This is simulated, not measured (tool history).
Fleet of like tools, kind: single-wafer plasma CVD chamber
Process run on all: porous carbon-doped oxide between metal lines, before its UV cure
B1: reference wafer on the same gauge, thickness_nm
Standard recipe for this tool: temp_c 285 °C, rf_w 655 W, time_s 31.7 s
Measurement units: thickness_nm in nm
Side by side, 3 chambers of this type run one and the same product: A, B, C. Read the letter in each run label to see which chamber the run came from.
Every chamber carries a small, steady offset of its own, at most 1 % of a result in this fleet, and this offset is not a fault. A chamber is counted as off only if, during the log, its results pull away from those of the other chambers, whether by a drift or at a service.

Run 1C, hour 8.7: usual settings; B1 201.92. Result: thickness_nm 223.32 nm.
Run 2B, hour 12.5: usual settings; B1 201.92. Result: thickness_nm 222.64 nm.
Run 3A, hour 17.4: usual settings; B1 201.89. Result: thickness_nm 224.65 nm.
Run 4C, hour 21.6: usual settings; B1 201.90. Result: thickness_nm 223.74 nm.
Run 5B, hour 25.5: usual settings but rf_w 705 W, time_s 37.2 s; B1 201.92. Result: thickness_nm 271.11 nm.
Run 6A, hour 31.4: usual settings but rf_w 705 W, time_s 37.2 s; B1 201.83. Result: thickness_nm 275.21 nm.
Run 7C, hour 35.6: usual settings but rf_w 705 W, time_s 37.2 s; B1 201.77. Result: thickness_nm 273.32 nm.
Run 8A, hour 41.9: usual settings; B1 201.70. Result: thickness_nm 223.69 nm.
Run 9B, hour 46.2: usual settings; B1 201.73. Result: thickness_nm 221.64 nm.
Run 10B, hour 53.6: usual settings; B1 201.66. Result: thickness_nm 221.30 nm.
Run 11C, hour 58.4: usual settings; B1 201.57. Result: thickness_nm 223.69 nm.
Run 12A, hour 67.0: usual settings; B1 201.56. Result: thickness_nm 224.15 nm.
Run 13C, hour 75.4: usual settings; B1 201.61. Result: thickness_nm 223.58 nm.
Run 14B, hour 80.5: usual settings; B1 201.50. Result: thickness_nm 221.82 nm.
Run 15A, hour 88.7: usual settings; B1 201.45. Result: thickness_nm 223.11 nm.
Run 16C, hour 93.5: usual settings but rf_w 530 W, time_s 34.8 s; B1 201.40. Result: thickness_nm 212.22 nm.
Run 17B, hour 101.6: usual settings but rf_w 530 W, time_s 34.8 s; B1 201.33. Result: thickness_nm 210.89 nm.
Run 18A, hour 105.8: usual settings but rf_w 530 W, time_s 34.8 s; B1 201.34. Result: thickness_nm 212.19 nm.
Run 19A, hour 114.0: usual settings but temp_c 293 °C, time_s 28.6 s; B1 201.35. Result: thickness_nm 192.68 nm.
Run 20C, hour 121.6: usual settings but temp_c 293 °C, time_s 28.6 s; B1 201.22. Result: thickness_nm 192.38 nm.
Run 21B, hour 129.6: usual settings but temp_c 293 °C, time_s 28.6 s; B1 201.16. Result: thickness_nm 190.20 nm.
Run 22C, hour 134.7: usual settings but temp_c 273 °C, rf_w 575 W; B1 201.15. Result: thickness_nm 220.91 nm.
Run 23A, hour 143.2: usual settings but temp_c 273 °C, rf_w 575 W; B1 201.13. Result: thickness_nm 220.59 nm.
Run 24B, hour 147.6: usual settings but temp_c 273 °C, rf_w 575 W; B1 201.13. Result: thickness_nm 219.69 nm.
Run 25C, hour 153.8: usual settings; B1 201.04. Result: thickness_nm 222.48 nm.
Run 26A, hour 160.4: usual settings but time_s 25.7 s; B1 200.97. Result: thickness_nm 182.42 nm.

Is one chamber off against the others, does the gauge drift, or is nothing wrong? If a chamber is off, say which, and what the likeliest cause is.

Gauge drift. The chambers move together only on paper, and none stands off.
What lies behind it: gauge reads low (%) = 0.512.

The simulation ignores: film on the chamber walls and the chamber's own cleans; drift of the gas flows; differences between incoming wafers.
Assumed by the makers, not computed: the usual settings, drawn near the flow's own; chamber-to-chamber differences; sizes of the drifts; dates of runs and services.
